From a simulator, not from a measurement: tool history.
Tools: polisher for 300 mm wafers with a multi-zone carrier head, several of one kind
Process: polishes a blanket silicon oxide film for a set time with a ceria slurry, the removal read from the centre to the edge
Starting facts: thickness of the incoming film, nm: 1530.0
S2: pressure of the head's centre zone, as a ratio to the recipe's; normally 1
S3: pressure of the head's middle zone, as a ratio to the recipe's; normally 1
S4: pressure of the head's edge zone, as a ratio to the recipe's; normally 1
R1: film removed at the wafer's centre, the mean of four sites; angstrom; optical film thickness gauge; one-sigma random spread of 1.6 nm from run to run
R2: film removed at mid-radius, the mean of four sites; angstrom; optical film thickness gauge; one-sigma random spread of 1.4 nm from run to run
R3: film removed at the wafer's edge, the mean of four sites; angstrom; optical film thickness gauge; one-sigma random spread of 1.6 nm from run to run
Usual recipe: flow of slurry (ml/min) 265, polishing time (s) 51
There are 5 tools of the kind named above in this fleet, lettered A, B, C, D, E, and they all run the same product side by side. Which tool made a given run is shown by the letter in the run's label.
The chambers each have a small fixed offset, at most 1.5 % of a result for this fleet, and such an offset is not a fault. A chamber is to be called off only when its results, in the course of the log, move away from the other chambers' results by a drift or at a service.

{"run": "1E", "hour": 8.5, "flow of slurry (ml/min)": 265, "S2": 1, "S3": 1, "S4": 1, "polishing time (s)": 51, "R1": 2078, "R2": 2062.7, "R3": 2076.7}
{"hour": 19.4, "done": "chamber E: worn pad replaced by a new one"}
{"hour": 21.1, "done": "chamber C: worn pad replaced by a new one"}
{"run": "2B", "hour": 21.1, "flow of slurry (ml/min)": 265, "S2": 1, "S3": 1, "S4": 1, "polishing time (s)": 51, "R1": 2060.6, "R2": 2075.3, "R3": 2026.5}
{"run": "3A", "hour": 31.0, "flow of slurry (ml/min)": 265, "S2": 1, "S3": 1, "S4": 1, "polishing time (s)": 51, "R1": 2012.5, "R2": 2061.1, "R3": 2050.3}
{"run": "4C", "hour": 42.8, "flow of slurry (ml/min)": 265, "S2": 1, "S3": 1, "S4": 1, "polishing time (s)": 51, "R1": 2065.3, "R2": 2040.2, "R3": 2057.1}
{"hour": 49.8, "done": "chamber A: centre zone pressure recalibrated"}
{"run": "5D", "hour": 53.2, "flow of slurry (ml/min)": 265, "S2": 1, "S3": 1, "S4": 1, "polishing time (s)": 51, "R1": 2044.8, "R2": 2033.2, "R3": 2072.8}
{"hour": 59.2, "done": "chamber A: worn pad replaced by a new one"}
{"run": "6B", "hour": 59.6, "flow of slurry (ml/min)": 265, "S2": 1, "S3": 1, "S4": 1, "polishing time (s)": 51, "R1": 2032.6, "R2": 2047.1, "R3": 2035.7}
{"run": "7C", "hour": 67.5, "flow of slurry (ml/min)": 265, "S2": 1, "S3": 1, "S4": 1, "polishing time (s)": 51, "R1": 2096.9, "R2": 2052.7, "R3": 2058.7}
{"run": "8A", "hour": 75.0, "flow of slurry (ml/min)": 265, "S2": 1, "S3": 1, "S4": 1, "polishing time (s)": 51, "R1": 2035.8, "R2": 2031.3, "R3": 2030.7}
{"hour": 75.8, "done": "chamber E: centre zone pressure recalibrated"}
{"hour": 76.6, "done": "chamber A: edge zone pressure recalibrated"}
{"hour": 78.7, "done": "chamber D: worn pad replaced by a new one"}
{"run": "9E", "hour": 84.6, "flow of slurry (ml/min)": 265, "S2": 1, "S3": 1, "S4": 1, "polishing time (s)": 51, "R1": 2067.2, "R2": 2046.8, "R3": 2076.8}
{"hour": 89.0, "done": "chamber B: worn pad replaced by a new one"}
{"hour": 91.9, "done": "chamber D: slurry nozzle cleaned"}
{"run": "10D", "hour": 94.4, "flow of slurry (ml/min)": 265, "S2": 1, "S3": 1, "S4": 1, "polishing time (s)": 41, "R1": 1661, "R2": 1675.7, "R3": 1646.6}
{"hour": 98.4, "done": "chamber C: worn pad replaced by a new one"}
{"run": "11B", "hour": 106.3, "flow of slurry (ml/min)": 265, "S2": 1, "S3": 1, "S4": 1, "polishing time (s)": 41, "R1": 1633.5, "R2": 1659.7, "R3": 1649.4}
{"hour": 112.4, "done": "chamber E: worn pad replaced by a new one"}
{"run": "12C", "hour": 116.5, "flow of slurry (ml/min)": 265, "S2": 1, "S3": 1, "S4": 1, "polishing time (s)": 41, "R1": 1645.2, "R2": 1624.9, "R3": 1663.7}
{"run": "13E", "hour": 123.2, "flow of slurry (ml/min)": 265, "S2": 1, "S3": 1, "S4": 1, "polishing time (s)": 41, "R1": 1627, "R2": 1654, "R3": 1676.9}
{"run": "14A", "hour": 130.4, "flow of slurry (ml/min)": 265, "S2": 1, "S3": 1, "S4": 1, "polishing time (s)": 41, "R1": 1643.1, "R2": 1637.5, "R3": 1627.8}
{"hour": 136.6, "done": "chamber A: worn pad replaced by a new one"}
{"run": "15D", "hour": 139.6, "flow of slurry (ml/min)": 265, "S2": 1, "S3": 1, "S4": 1, "polishing time (s)": 51, "R1": 2062.1, "R2": 2038.1, "R3": 2036.4}
{"run": "16B", "hour": 148.7, "flow of slurry (ml/min)": 265, "S2": 1, "S3": 1, "S4": 1, "polishing time (s)": 51, "R1": 2001.2, "R2": 2043.4, "R3": 2075.3}
{"hour": 150.6, "done": "chamber D: worn pad replaced by a new one"}
{"run": "17E", "hour": 158.3, "flow of slurry (ml/min)": 265, "S2": 1, "S3": 1, "S4": 1, "polishing time (s)": 51, "R1": 2072.4, "R2": 2064.2, "R3": 2118.1}
{"run": "18D", "hour": 164.0, "flow of slurry (ml/min)": 265, "S2": 1, "S3": 1, "S4": 1, "polishing time (s)": 51, "R1": 2064, "R2": 2036.6, "R3": 2046.6}
{"hour": 169.1, "done": "chamber B: slurry nozzle cleaned"}
{"hour": 171.0, "done": "chamber E: slurry nozzle cleaned"}
{"run": "19C", "hour": 172.2, "flow of slurry (ml/min)": 265, "S2": 1, "S3": 1, "S4": 1, "polishing time (s)": 51, "R1": 2025.8, "R2": 2063.3, "R3": 2068.9}
{"hour": 181.0, "done": "chamber C: worn pad replaced by a new one"}
{"run": "20A", "hour": 182.2, "flow of slurry (ml/min)": 265, "S2": 1, "S3": 1, "S4": 1, "polishing time (s)": 51, "R1": 2021.3, "R2": 2021.1, "R3": 2018.1}
{"hour": 183.6, "done": "chamber B: worn pad replaced by a new one"}
{"run": "21D", "hour": 190.7, "flow of slurry (ml/min)": 265, "S2": 1, "S3": 1, "S4": 1.05, "polishing time (s)": 51, "R1": 2060.6, "R2": 2074, "R3": 2071.7}
{"run": "22E", "hour": 203.4, "flow of slurry (ml/min)": 265, "S2": 1, "S3": 1, "S4": 1.05, "polishing time (s)": 51, "R1": 2052.1, "R2": 2043.8, "R3": 2114.7}
{"hour": 213.2, "done": "chamber A: slurry nozzle cleaned"}
{"hour": 213.4, "done": "chamber A: worn pad replaced by a new one"}
{"run": "23B", "hour": 214.9, "flow of slurry (ml/min)": 265, "S2": 1, "S3": 1, "S4": 1.05, "polishing time (s)": 51, "R1": 1981.7, "R2": 2067.2, "R3": 2129.7}
{"run": "24C", "hour": 223.8, "flow of slurry (ml/min)": 265, "S2": 1, "S3": 1, "S4": 1.05, "polishing time (s)": 51, "R1": 2077.8, "R2": 2058, "R3": 2126.7}
{"hour": 226.2, "done": "chamber D: worn pad replaced by a new one"}
{"hour": 228.9, "done": "chamber E: worn pad replaced by a new one"}
{"run": "25A", "hour": 230.3, "flow of slurry (ml/min)": 265, "S2": 1, "S3": 1, "S4": 1.05, "polishing time (s)": 51, "R1": 2049.5, "R2": 2031.3, "R3": 2065.8}
{"run": "26E", "hour": 239.4, "flow of slurry (ml/min)": 265, "S2": 1, "S3": 1, "S4": 1, "polishing time (s)": 51, "R1": 2044.1, "R2": 2042.4, "R3": 2059.9}
{"run": "27A", "hour": 248.2, "flow of slurry (ml/min)": 265, "S2": 1.12, "S3": 1, "S4": 1, "polishing time (s)": 44, "R1": 1989.5, "R2": 1764.4, "R3": 1734.4}
{"run": "28C", "hour": 261.2, "flow of slurry (ml/min)": 265, "S2": 1.12, "S3": 1, "S4": 1, "polishing time (s)": 44, "R1": 2004.4, "R2": 1763.7, "R3": 1812.9}
{"hour": 262.9, "done": "chamber C: centre zone pressure recalibrated"}
{"run": "29D", "hour": 272.3, "flow of slurry (ml/min)": 265, "S2": 1.12, "S3": 1, "S4": 1, "polishing time (s)": 44, "R1": 1995.4, "R2": 1764.6, "R3": 1778.7}
{"hour": 278.5, "done": "chamber C: worn pad replaced by a new one"}
{"hour": 282.5, "done": "chamber B: worn pad replaced by a new one"}
{"run": "30B", "hour": 284.5, "flow of slurry (ml/min)": 265, "S2": 1.12, "S3": 1, "S4": 1, "polishing time (s)": 44, "R1": 1872.2, "R2": 1775.6, "R3": 1765.9}
{"hour": 286.4, "done": "chamber A: worn pad replaced by a new one"}
{"run": "31A", "hour": 295.9, "flow of slurry (ml/min)": 265, "S2": 1.12, "S3": 1, "S4": 1, "polishing time (s)": 44, "R1": 1966, "R2": 1755.9, "R3": 1738.4}
{"hour": 303.2, "done": "chamber D: centre zone pressure recalibrated"}
{"hour": 304.1, "done": "chamber D: worn pad replaced by a new one"}
{"run": "32C", "hour": 307.6, "flow of slurry (ml/min)": 265, "S2": 1, "S3": 1, "S4": 1, "polishing time (s)": 51, "R1": 2050, "R2": 2052.4, "R3": 2062.2}
{"run": "33B", "hour": 318.2, "flow of slurry (ml/min)": 265, "S2": 1, "S3": 1, "S4": 1, "polishing time (s)": 51, "R1": 1911.4, "R2": 2088.8, "R3": 2062.8}
{"hour": 327.7, "done": "chamber E: worn pad replaced by a new one"}
{"run": "34D", "hour": 328.8, "flow of slurry (ml/min)": 265, "S2": 1, "S3": 1, "S4": 1, "polishing time (s)": 51, "R1": 2065.6, "R2": 2052.1, "R3": 2042.5}
{"run": "35E", "hour": 341.0, "flow of slurry (ml/min)": 265, "S2": 1, "S3": 1, "S4": 1, "polishing time (s)": 51, "R1": 2063.5, "R2": 2063.8, "R3": 2066.1}
{"run": "36B", "hour": 348.1, "flow of slurry (ml/min)": 265, "S2": 1, "S3": 1, "S4": 1, "polishing time (s)": 51, "R1": 1897.4, "R2": 2054.3, "R3": 2070.1}
{"run": "37D", "hour": 355.0, "flow of slurry (ml/min)": 265, "S2": 1, "S3": 1, "S4": 1, "polishing time (s)": 51, "R1": 2097.5, "R2": 2052.2, "R3": 2023.5}
{"run": "38E", "hour": 363.7, "flow of slurry (ml/min)": 265, "S2": 1, "S3": 1, "S4": 1, "polishing time (s)": 51, "R1": 2038.3, "R2": 2079.6, "R3": 2040.4}
{"hour": 369.4, "done": "chamber C: worn pad replaced by a new one"}
{"run": "39C", "hour": 376.4, "flow of slurry (ml/min)": 265, "S2": 1, "S3": 1, "S4": 1, "polishing time (s)": 51, "R1": 2059.3, "R2": 2034.1, "R3": 2056.5}

Next, every chamber runs the same settings. What will each give?
{"run": "40A", "hour": 385.7, "flow of slurry (ml/min)": 265, "S2": 1, "S3": 0.9, "S4": 1, "polishing time (s)": 51, "R1": "?", "R2": "?", "R3": "?"}
{"run": "40B", "hour": 385.7, "flow of slurry (ml/min)": 265, "S2": 1, "S3": 0.9, "S4": 1, "polishing time (s)": 51, "R1": "?", "R2": "?", "R3": "?"}
{"run": "40C", "hour": 385.7, "flow of slurry (ml/min)": 265, "S2": 1, "S3": 0.9, "S4": 1, "polishing time (s)": 51, "R1": "?", "R2": "?", "R3": "?"}
{"run": "40D", "hour": 385.7, "flow of slurry (ml/min)": 265, "S2": 1, "S3": 0.9, "S4": 1, "polishing time (s)": 51, "R1": "?", "R2": "?", "R3": "?"}
{"run": "40E", "hour": 385.7, "flow of slurry (ml/min)": 265, "S2": 1, "S3": 0.9, "S4": 1, "polishing time (s)": 51, "R1": "?", "R2": "?", "R3": "?"}

run=40A R1=2058.8 R2=1883.1 R3=2015.2
run=40B R1=1862.5 R2=1864 R3=2065
run=40C R1=2082.8 R2=1866 R3=2061.7
run=40D R1=2026.3 R2=1844.4 R3=2073
run=40E R1=2088.9 R2=1873.7 R3=2108.1

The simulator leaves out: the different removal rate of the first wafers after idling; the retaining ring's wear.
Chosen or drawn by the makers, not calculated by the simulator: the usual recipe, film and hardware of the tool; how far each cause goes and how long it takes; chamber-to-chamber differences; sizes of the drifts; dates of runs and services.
